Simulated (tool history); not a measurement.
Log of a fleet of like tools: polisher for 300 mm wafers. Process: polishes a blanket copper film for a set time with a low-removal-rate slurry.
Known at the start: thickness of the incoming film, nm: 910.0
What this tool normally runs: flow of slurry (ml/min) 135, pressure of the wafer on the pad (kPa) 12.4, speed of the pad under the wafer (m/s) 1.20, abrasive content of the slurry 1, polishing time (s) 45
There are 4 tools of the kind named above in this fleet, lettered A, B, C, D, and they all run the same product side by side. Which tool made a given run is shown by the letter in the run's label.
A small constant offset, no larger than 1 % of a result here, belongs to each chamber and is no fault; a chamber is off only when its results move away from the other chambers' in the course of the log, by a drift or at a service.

run,hour,flow of slurry (ml/min),pressure of the wafer on the pad (kPa),speed of the pad under the wafer (m/s),abrasive content of the slurry,polishing time (s),film removed (nm)
# hour 2.3: chamber D: worn pad replaced by a new one
1D,7.4,135,12.4,1.20,1,45,108.520
# hour 14.8: chamber A: worn pad replaced by a new one
2A,15.8,135,12.4,1.20,1,45,108.260
3B,24.6,135,12.4,1.20,1,45,108.600
4C,35.7,135,12.4,1.20,1,45,109.520
5C,44.3,135,12.4,1.20,1,45,108.210
# hour 46.6: chamber C: head pressure recalibrated
6A,51.0,135,12.4,1.20,1,45,109.260
# hour 54.3: chamber C: worn pad replaced by a new one
7B,60.1,135,12.4,1.20,1,45,109.440
8D,72.2,135,12.4,1.20,1,45,107.260
9B,82.2,135,12.4,1.20,1,45,107.240
# hour 90.0: chamber A: slurry blender recalibrated
10A,94.9,135,12.4,1.20,1,45,108.790
# hour 98.6: chamber D: worn pad replaced by a new one
# hour 101.4: chamber B: worn pad replaced by a new one
11D,104.9,135,12.4,1.20,1,45,106.830
12C,119.0,135,12.4,1.20,1,45,107.250
# hour 122.8: chamber B: slurry nozzle cleaned
13B,129.1,135,12.4,1.20,1,45,108.540
14C,137.4,135,12.4,1.20,1,45,108.250
15A,148.0,135,12.4,1.20,1,45,108.650
# hour 148.5: chamber C: worn pad replaced by a new one
16D,154.6,135,12.4,1.20,1,45,105.190
17D,164.4,135,12.4,1.20,1,45,106.050
# hour 167.1: chamber B: slurry blender recalibrated
18C,173.9,135,12.4,1.20,1,45,108.770
# hour 181.6: chamber C: slurry blender recalibrated
19B,185.4,135,12.4,1.48,1,45,134.790
20A,197.4,135,12.4,1.48,1,45,133.050
21C,203.5,135,12.4,1.48,1,45,134.470
# hour 206.6: chamber D: worn pad replaced by a new one
22A,210.6,135,12.4,1.48,1,45,133.250
23B,217.8,135,12.4,1.20,1,45,107.510
# hour 220.7: chamber D: slurry blender recalibrated
24D,231.5,135,12.4,1.20,1,45,103.610
25C,243.6,135,12.4,1.20,1,45,107.720
26D,254.7,135,12.4,1.20,1,45,101.030
# hour 258.1: chamber A: worn pad replaced by a new one
27A,264.6,100,12.4,1.20,1,45,101.890
28B,275.0,100,12.4,1.20,1,45,99.928
29A,287.4,100,12.4,1.20,1,45,101.890

Next, all 4 chambers run the settings below, one line each with question marks for the results. What does each chamber give?
30A,297.5,135,12.4,1.40,1,45,?
30B,297.5,135,12.4,1.40,1,45,?
30C,297.5,135,12.4,1.40,1,45,?
30D,297.5,135,12.4,1.40,1,45,?

run,film removed (nm)
30A,126.670
30B,126.950
30C,125.960
30D,115.160
